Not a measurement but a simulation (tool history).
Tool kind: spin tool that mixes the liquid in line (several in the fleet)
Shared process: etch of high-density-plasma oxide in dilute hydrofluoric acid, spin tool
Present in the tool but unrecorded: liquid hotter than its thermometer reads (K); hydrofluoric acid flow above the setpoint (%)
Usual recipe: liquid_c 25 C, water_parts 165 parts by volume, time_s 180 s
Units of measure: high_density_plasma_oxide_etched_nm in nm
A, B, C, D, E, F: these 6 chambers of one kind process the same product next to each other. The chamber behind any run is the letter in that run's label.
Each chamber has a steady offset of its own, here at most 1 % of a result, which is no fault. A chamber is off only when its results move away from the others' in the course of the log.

run,day,liquid_c,water_parts,time_s,hours since the thermometer was replaced,hours since the hydrofluoric acid flow meter was replaced,"read-back film thickness of the high-density-plasma oxide reference wafer, read on the same gauge (nm)",high_density_plasma_oxide_etched_nm
1F,0.388,25,165,180,349.6,90.5,139.99,9.3376
2E,0.829,25,165,180,197,1616.3,140,9.2187
3C,1.179,25,165,180,877.5,251.6,139.98,9.176
4D,1.462,25,165,180,340,1052.3,140,9.1217
5A,1.896,25,165,180,61.4,812.8,139.99,9.0973
# day 2.217: chamber D: hydrofluoric acid flow meter replaced
6B,2.383,29,165,110,272.5,98.5,140.02,6.5702
7C,2.7,29,165,110,914,288.1,139.99,6.4356
8D,2.95,29,165,110,375.7,17.6,140.03,6.5069
9F,3.304,29,165,110,419.6,160.5,140.02,6.5628
10A,3.596,29,165,110,102.2,853.6,139.99,6.5011
11E,3.838,29,165,110,269.2,1688.5,140.02,6.5203
12B,4.183,25,165,180,315.7,141.7,139.98,9.2581
13F,4.542,25,165,180,449.3,190.2,140,9.2553
14E,4.925,25,165,180,295.3,1714.6,140,9.4908
15B,5.188,25,165,180,339.8,165.8,140.01,9.2986
16A,5.408,25,165,180,145.7,897.1,139.99,9.0971
# day 5.533: chamber A: hydrofluoric acid flow meter replaced
17D,5.7,25,165,125,441.7,83.6,140.01,6.2609
18C,6.167,25,165,125,997.2,371.3,140,6.4098
19D,6.546,25,165,125,462,103.9,140,6.3587
20C,6.908,25,165,125,1015,389.1,140,6.4078
21E,7.321,25,165,125,352.8,1772.1,140,6.6282
22B,7.662,25,165,125,399.2,225.2,140,6.3635
23A,7.921,25,165,180,206,57.4,139.98,9.0598
24F,8.212,25,165,180,537.4,278.3,140,9.2195
25A,8.667,25,165,180,223.9,75.3,140.01,9.2236
26E,8.967,25,165,180,392.3,1811.6,140.01,9.7992
27D,9.329,25,165,180,528.8,170.7,140.01,9.0615
28B,9.625,25,165,180,446.3,272.3,140,9.1698
29C,9.925,25,165,180,1087.4,461.5,140.01,8.9757
30F,10.354,25,165,180,588.8,329.7,139.99,9.2442
31E,10.829,25,165,180,437,1856.3,139.99,9.7589
32F,11.267,25,165,95,610.7,351.6,139.98,4.845
33B,11.675,25,165,95,495.5,321.5,140.01,4.8712
34D,11.996,25,165,95,592.8,234.7,139.98,4.8622
35C,12.467,25,165,95,1148.4,522.5,140.02,4.7999
36A,12.95,25,165,95,326.7,178.1,139.99,4.8483
37A,13.417,25,165,95,337.9,189.3,139.99,4.8406
38B,13.888,25,165,180,548.6,374.6,140,9.2368
39D,14.238,25,165,180,646.6,288.5,139.99,9.139
40C,14.654,25,165,180,1200.9,575,140,9.1657

For the next run the whole fleet of 6 chambers uses the same settings. Give each chamber's results:
41A,15.017,25,165,180,,,,?
41B,15.017,25,165,180,,,,?
41C,15.017,25,165,180,,,,?
41D,15.017,25,165,180,,,,?
41E,15.017,25,165,180,,,,?
41F,15.017,25,165,180,,,,?

run,high_density_plasma_oxide_etched_nm
41A,9.0006
41B,9.1815
41C,9.1006
41D,9.307
41E,10.3
41F,9.2003
